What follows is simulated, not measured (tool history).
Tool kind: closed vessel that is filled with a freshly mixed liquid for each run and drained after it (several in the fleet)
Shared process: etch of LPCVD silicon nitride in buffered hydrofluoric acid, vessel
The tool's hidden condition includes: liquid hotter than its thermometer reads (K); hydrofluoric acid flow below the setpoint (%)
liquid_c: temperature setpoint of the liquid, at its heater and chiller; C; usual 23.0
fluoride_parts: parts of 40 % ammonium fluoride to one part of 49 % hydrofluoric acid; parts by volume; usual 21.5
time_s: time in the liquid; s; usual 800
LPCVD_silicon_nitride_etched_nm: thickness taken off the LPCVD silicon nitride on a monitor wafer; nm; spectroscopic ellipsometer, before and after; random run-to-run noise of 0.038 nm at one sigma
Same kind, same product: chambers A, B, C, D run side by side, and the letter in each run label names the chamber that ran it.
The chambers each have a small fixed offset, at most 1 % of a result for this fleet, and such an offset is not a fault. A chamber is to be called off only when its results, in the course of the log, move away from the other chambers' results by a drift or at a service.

run,hour,liquid_c,fluoride_parts,time_s,hours since the thermometer was replaced,hours since the hydrofluoric acid flow meter was replaced,"read-back film thickness of the LPCVD silicon nitride reference wafer, read on the same gauge (nm)",LPCVD_silicon_nitride_etched_nm
1A,9.9,23.0,21.5,800,515.8,880.4,149.95,5.7611
2D,16.2,23.0,21.5,800,1924.3,253.4,149.99,5.7971
3C,23.8,23.0,21.5,800,203.6,597.1,150.04,5.6863
4B,30.9,23.0,21.5,800,2009.8,1318.9,149.95,5.6347
5A,41.5,23.0,21.5,800,547.4,912.0,149.99,5.6570
6C,49.2,23.0,21.5,800,229.0,622.5,150.00,5.6879
7D,55.7,23.0,21.5,800,1963.8,292.9,149.99,5.7838
8B,61.7,23.0,21.5,800,2040.6,1349.7,150.00,5.6624
9A,70.4,23.0,21.5,800,576.3,940.9,149.99,5.7033
10D,76.6,23.0,21.5,800,1984.7,313.8,149.99,5.7751
11B,81.7,23.0,21.5,800,2060.6,1369.7,149.97,5.6717
12C,91.1,23.0,21.5,800,270.9,664.4,150.01,5.6502
13C,97.9,26.5,21.5,475,277.7,671.2,150.02,4.1183
14B,105.9,26.5,21.5,475,2084.8,1393.9,150.01,4.1366
15D,114.2,26.5,21.5,475,2022.3,351.4,149.98,4.1460
16A,124.3,26.5,21.5,475,630.2,994.8,150.01,4.1702
17A,131.2,23.0,21.5,800,637.1,1001.7,150.04,5.7352
18B,136.5,23.0,21.5,800,2115.4,1424.5,149.96,5.6189
19D,147.2,23.0,21.5,800,2055.3,384.4,150.03,5.7175
20C,156.0,23.0,21.5,800,335.8,729.3,149.96,5.8166
21D,162.2,23.0,21.5,800,2070.3,399.4,150.02,5.7455
22B,171.8,23.0,21.5,800,2150.7,1459.8,149.99,5.6868
23C,179.8,23.0,21.5,800,359.6,753.1,150.02,5.7225
24A,188.4,23.0,21.5,800,694.3,1058.9,150.01,5.6602
25D,198.2,23.0,21.5,800,2106.3,435.4,149.98,5.7379
26C,209.1,23.0,21.5,800,388.9,782.4,149.96,5.7635
27A,216.9,23.0,21.5,800,722.8,1087.4,149.97,5.7381
28B,224.8,23.0,21.5,800,2203.7,1512.8,150.04,5.7069
29C,233.2,23.0,13.5,800,413.0,806.5,150.02,8.7824
30B,242.1,23.0,13.5,800,2221.0,1530.1,149.98,8.7858
31A,248.1,23.0,13.5,800,754.0,1118.6,150.01,8.7990
32D,253.9,23.0,13.5,800,2162.0,491.1,150.01,8.9490
33A,259.5,23.0,21.5,800,765.4,1130.0,150.04,5.7162
34D,268.9,23.0,21.5,800,2177.0,506.1,149.98,5.8128
35C,279.1,23.0,21.5,800,458.9,852.4,150.02,5.7621
36B,287.6,23.0,21.5,800,2266.5,1575.6,150.03,5.6548
37C,298.8,23.0,21.5,800,478.6,872.1,150.00,5.7388
38D,306.6,23.0,21.5,800,2214.7,543.8,150.00,5.7088

Next, every chamber runs the same settings. What will each give?
39A,314.7,23.0,21.5,800,,,,?
39B,314.7,23.0,21.5,800,,,,?
39C,314.7,23.0,21.5,800,,,,?
39D,314.7,23.0,21.5,800,,,,?

run,LPCVD_silicon_nitride_etched_nm
39A,5.7447
39B,5.7093
39C,5.7423
39D,5.7619
